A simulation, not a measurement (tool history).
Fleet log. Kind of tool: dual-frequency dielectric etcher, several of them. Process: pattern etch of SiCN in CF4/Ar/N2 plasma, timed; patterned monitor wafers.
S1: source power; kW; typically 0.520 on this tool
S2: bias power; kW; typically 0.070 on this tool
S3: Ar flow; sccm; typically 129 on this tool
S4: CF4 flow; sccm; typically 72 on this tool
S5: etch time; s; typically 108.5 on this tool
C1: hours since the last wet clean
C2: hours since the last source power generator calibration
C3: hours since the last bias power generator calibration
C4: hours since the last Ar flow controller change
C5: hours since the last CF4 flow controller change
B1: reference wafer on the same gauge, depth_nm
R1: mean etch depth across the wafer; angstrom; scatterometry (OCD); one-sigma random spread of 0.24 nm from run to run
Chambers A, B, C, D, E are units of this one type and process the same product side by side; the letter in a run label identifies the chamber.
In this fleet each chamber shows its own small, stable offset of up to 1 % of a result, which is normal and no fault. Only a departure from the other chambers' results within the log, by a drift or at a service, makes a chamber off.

Run 1E, hour 7.2: usual settings; C1 309.5; C2 2928.2; C3 1473.3; C4 907.2; C5 403.5; B1 100.040. Result: R1 1009.70 angstrom.
Run 2C, hour 13.6: usual settings; C1 294.5; C2 702.2; C3 1745.0; C4 1176.1; C5 341.7; B1 99.988. Result: R1 1019.80 angstrom.
Run 3A, hour 19.7: usual settings; C1 156.8; C2 3916.5; C3 2593.9; C4 368.9; C5 784.3; B1 99.959. Result: R1 1003.50 angstrom.
Run 4B, hour 26.9: usual settings; C1 191.3; C2 282.2; C3 1376.9; C4 3814.0; C5 888.6; B1 99.994. Result: R1 1017.80 angstrom.
Run 5D, hour 32.0: usual settings; C1 275.3; C2 797.6; C3 2058.5; C4 41.6; C5 1207.6; B1 100.030. Result: R1 1003.50 angstrom.
Run 6C, hour 43.2: usual settings; C1 324.1; C2 731.8; C3 1774.6; C4 1205.7; C5 371.3; B1 99.996. Result: R1 1016.90 angstrom.
Run 7E, hour 49.2: usual settings; C1 351.5; C2 2970.2; C3 1515.3; C4 949.2; C5 445.5; B1 100.010. Result: R1 1010.60 angstrom.
Run 8D, hour 60.0: usual settings; C1 303.3; C2 825.6; C3 2086.5; C4 69.6; C5 1235.6; B1 99.936. Result: R1 1005.20 angstrom.
Run 9A, hour 70.8: usual settings but S2 0.079 kW; C1 207.9; C2 3967.6; C3 2645.0; C4 420.0; C5 835.4; B1 99.977. Result: R1 1047.20 angstrom.
Run 10B, hour 82.0: usual settings but S2 0.079 kW; C1 246.4; C2 337.3; C3 1432.0; C4 3869.1; C5 943.7; B1 100.060. Result: R1 1064.30 angstrom.
Run 11E, hour 92.6: usual settings but S2 0.079 kW; C1 394.9; C2 3013.6; C3 1558.7; C4 992.6; C5 488.9; B1 99.962. Result: R1 1051.20 angstrom.
Run 12D, hour 101.5: usual settings but S2 0.079 kW; C1 344.8; C2 867.1; C3 2128.0; C4 111.1; C5 1277.1; B1 99.990. Result: R1 1051.80 angstrom.
Run 13A, hour 107.8: usual settings but S2 0.079 kW; C1 244.9; C2 4004.6; C3 2682.0; C4 457.0; C5 872.4; B1 100.000. Result: R1 1054.80 angstrom.
Run 14B, hour 113.7: usual settings but S3 155 sccm; C1 278.1; C2 369.0; C3 1463.7; C4 3900.8; C5 975.4; B1 100.030. Result: R1 988.14 angstrom.
Run 15C, hour 122.6: usual settings but S3 155 sccm; C1 403.5; C2 811.2; C3 1854.0; C4 1285.1; C5 450.7; B1 100.020. Result: R1 990.83 angstrom.
Run 16C, hour 128.2: usual settings but S3 155 sccm; C1 409.1; C2 816.8; C3 1859.6; C4 1290.7; C5 456.3; B1 99.971. Result: R1 985.31 angstrom.
Run 17D, hour 136.8: usual settings but S3 155 sccm; C1 380.1; C2 902.4; C3 2163.3; C4 146.4; C5 1312.4; B1 99.986. Result: R1 982.24 angstrom.
Run 18E, hour 144.8: usual settings but S3 155 sccm; C1 447.1; C2 3065.8; C3 1610.9; C4 1044.8; C5 541.1; B1 100.070. Result: R1 978.64 angstrom.
At hour 147.7: chamber A: source power generator calibrated.
Run 19A, hour 156.0: usual settings; C1 293.1; C2 8.4; C3 2730.2; C4 505.2; C5 920.6; B1 99.929. Result: R1 1005.80 angstrom.
At hour 157.9: chamber D: bias power generator calibrated.
Run 20B, hour 166.3: usual settings but S2 0.054 kW, S3 106 sccm; C1 330.7; C2 421.6; C3 1516.3; C4 3953.4; C5 1028.0; B1 100.040. Result: R1 955.47 angstrom.
Run 21A, hour 173.4: usual settings but S2 0.054 kW, S3 106 sccm; C1 310.5; C2 25.8; C3 2747.6; C4 522.6; C5 938.0; B1 100.020. Result: R1 954.30 angstrom.
Run 22E, hour 183.5: usual settings but S2 0.054 kW, S3 106 sccm; C1 485.8; C2 3104.5; C3 1649.6; C4 1083.5; C5 579.8; B1 99.982. Result: R1 959.16 angstrom.
Run 23D, hour 189.9: usual settings but S2 0.054 kW, S3 106 sccm; C1 433.2; C2 955.5; C3 32.0; C4 199.5; C5 1365.5; B1 100.010. Result: R1 956.92 angstrom.
At hour 193.0: chamber B: bias power generator calibrated.
At hour 197.7: chamber A: wet clean of the chamber.
Run 24B, hour 198.8: usual settings but S2 0.054 kW, S3 106 sccm; C1 363.2; C2 454.1; C3 5.8; C4 3985.9; C5 1060.5; B1 100.020. Result: R1 949.89 angstrom.
Run 25C, hour 204.2: usual settings; C1 485.1; C2 892.8; C3 1935.6; C4 1366.7; C5 532.3; B1 99.975. Result: R1 1019.00 angstrom.
At hour 204.9: chamber D: wet clean of the chamber.
Run 26B, hour 211.8: usual settings; C1 376.2; C2 467.1; C3 18.8; C4 3998.9; C5 1073.5; B1 99.988. Result: R1 1008.70 angstrom.
Run 27E, hour 219.9: usual settings; C1 522.2; C2 3140.9; C3 1686.0; C4 1119.9; C5 616.2; B1 100.090. Result: R1 1012.40 angstrom.
Run 28D, hour 230.8: usual settings; C1 25.9; C2 996.4; C3 72.9; C4 240.4; C5 1406.4; B1 100.020. Result: R1 1009.20 angstrom.
Run 29C, hour 237.9: usual settings; C1 518.8; C2 926.5; C3 1969.3; C4 1400.4; C5 566.0; B1 100.010. Result: R1 1021.50 angstrom.
At hour 240.4: chamber E: wet clean of the chamber.
Run 30A, hour 248.0: usual settings; C1 50.3; C2 100.4; C3 2822.2; C4 597.2; C5 1012.6; B1 100.040. Result: R1 1009.80 angstrom.
Run 31C, hour 254.5: usual settings; C1 535.4; C2 943.1; C3 1985.9; C4 1417.0; C5 582.6; B1 99.986. Result: R1 1016.90 angstrom.
Run 32B, hour 261.6: usual settings; C1 426.0; C2 516.9; C3 68.6; C4 4048.7; C5 1123.3; B1 100.020. Result: R1 998.24 angstrom.
Run 33E, hour 270.4: usual settings; C1 30.1; C2 3191.4; C3 1736.5; C4 1170.4; C5 666.7; B1 100.070. Result: R1 1008.30 angstrom.
Run 34D, hour 278.3: usual settings; C1 73.4; C2 1043.9; C3 120.4; C4 287.9; C5 1453.9; B1 100.010. Result: R1 1008.80 angstrom.
Run 35A, hour 286.0: usual settings; C1 88.3; C2 138.4; C3 2860.2; C4 635.2; C5 1050.6; B1 99.997. Result: R1 1005.20 angstrom.

Next, every chamber runs the same settings. What will each give?
Run 36A, hour 294.2: usual settings. Result: R1 ?.
Run 36B, hour 294.2: usual settings. Result: R1 ?.
Run 36C, hour 294.2: usual settings. Result: R1 ?.
Run 36D, hour 294.2: usual settings. Result: R1 ?.
Run 36E, hour 294.2: usual settings. Result: R1 ?.

run       R1
36A  1003.30
36B   996.95
36C  1017.50
36D  1005.30
36E  1003.80

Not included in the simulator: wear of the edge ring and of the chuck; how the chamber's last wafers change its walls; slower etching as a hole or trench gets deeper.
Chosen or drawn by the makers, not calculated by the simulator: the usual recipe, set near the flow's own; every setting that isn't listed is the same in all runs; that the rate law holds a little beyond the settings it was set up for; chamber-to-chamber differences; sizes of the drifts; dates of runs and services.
